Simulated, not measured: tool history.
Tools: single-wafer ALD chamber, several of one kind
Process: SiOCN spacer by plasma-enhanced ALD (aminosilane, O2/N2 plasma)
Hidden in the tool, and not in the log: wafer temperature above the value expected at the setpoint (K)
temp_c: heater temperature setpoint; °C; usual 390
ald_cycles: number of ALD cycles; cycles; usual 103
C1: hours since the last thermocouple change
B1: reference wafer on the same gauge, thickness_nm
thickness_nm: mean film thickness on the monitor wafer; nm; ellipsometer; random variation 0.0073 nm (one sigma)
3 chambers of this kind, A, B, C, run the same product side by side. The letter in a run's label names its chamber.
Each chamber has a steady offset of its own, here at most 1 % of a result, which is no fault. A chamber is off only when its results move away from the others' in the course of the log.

run 1C hour=3.6 | temp_c=390 ald_cycles=103 | C1=44.2 | B1=6.9096 | thickness_nm=6.1759
run 2A hour=8.8 | temp_c=390 ald_cycles=103 | C1=208.7 | B1=6.9135 | thickness_nm=6.1982
run 3B hour=15.3 | temp_c=390 ald_cycles=103 | C1=51.3 | B1=6.9161 | thickness_nm=6.2579
run 4B hour=21.8 | temp_c=390 ald_cycles=103 | C1=57.8 | B1=6.9165 | thickness_nm=6.2659
run 5A hour=27.3 | temp_c=390 ald_cycles=103 | C1=227.2 | B1=6.9174 | thickness_nm=6.1975
run 6C hour=32.3 | temp_c=390 ald_cycles=103 | C1=72.9 | B1=6.9205 | thickness_nm=6.1803
run 7C hour=38.2 | temp_c=390 ald_cycles=103 | C1=78.8 | B1=6.9215 | thickness_nm=6.1825
run 8A hour=44.6 | temp_c=390 ald_cycles=103 | C1=244.5 | B1=6.9225 | thickness_nm=6.1968
run 9B hour=48.6 | temp_c=390 ald_cycles=103 | C1=84.6 | B1=6.9251 | thickness_nm=6.2613
run 10B hour=53.7 | temp_c=390 ald_cycles=103 | C1=89.7 | B1=6.9277 | thickness_nm=6.275
run 11A hour=56.9 | temp_c=382 ald_cycles=103 | C1=256.8 | B1=6.9283 | thickness_nm=6.19
run 12C hour=61 | temp_c=382 ald_cycles=103 | C1=101.6 | B1=6.9293 | thickness_nm=6.2022
run 13A hour=64.9 | temp_c=382 ald_cycles=103 | C1=264.8 | B1=6.9305 | thickness_nm=6.2104
run 14B hour=69.6 | temp_c=390 ald_cycles=103 | C1=105.6 | B1=6.9307 | thickness_nm=6.2681
run 15C hour=75.9 | temp_c=390 ald_cycles=103 | C1=116.5 | B1=6.9343 | thickness_nm=6.1845
run 16B hour=82.5 | temp_c=390 ald_cycles=103 | C1=118.5 | B1=6.9356 | thickness_nm=6.2711
run 17C hour=87.9 | temp_c=390 ald_cycles=103 | C1=128.5 | B1=6.9379 | thickness_nm=6.2038
run 18A hour=92.5 | temp_c=390 ald_cycles=103 | C1=292.4 | B1=6.9371 | thickness_nm=6.215
run 19A hour=97 | temp_c=390 ald_cycles=103 | C1=296.9 | B1=6.9379 | thickness_nm=6.2215
run 20B hour=102 | temp_c=390 ald_cycles=103 | C1=138 | B1=6.9411 | thickness_nm=6.2879
run 21C hour=105.8 | temp_c=390 ald_cycles=103 | C1=146.4 | B1=6.9436 | thickness_nm=6.206

What goes on in this fleet: one chamber off, a drifting gauge, or nothing beyond the chambers' own small offsets? Name the chamber and the cause, if any.

The gauge drifts, so all chambers seem to drift together. No chamber is off.
Cause: gauge reads high (%) = 0.494.

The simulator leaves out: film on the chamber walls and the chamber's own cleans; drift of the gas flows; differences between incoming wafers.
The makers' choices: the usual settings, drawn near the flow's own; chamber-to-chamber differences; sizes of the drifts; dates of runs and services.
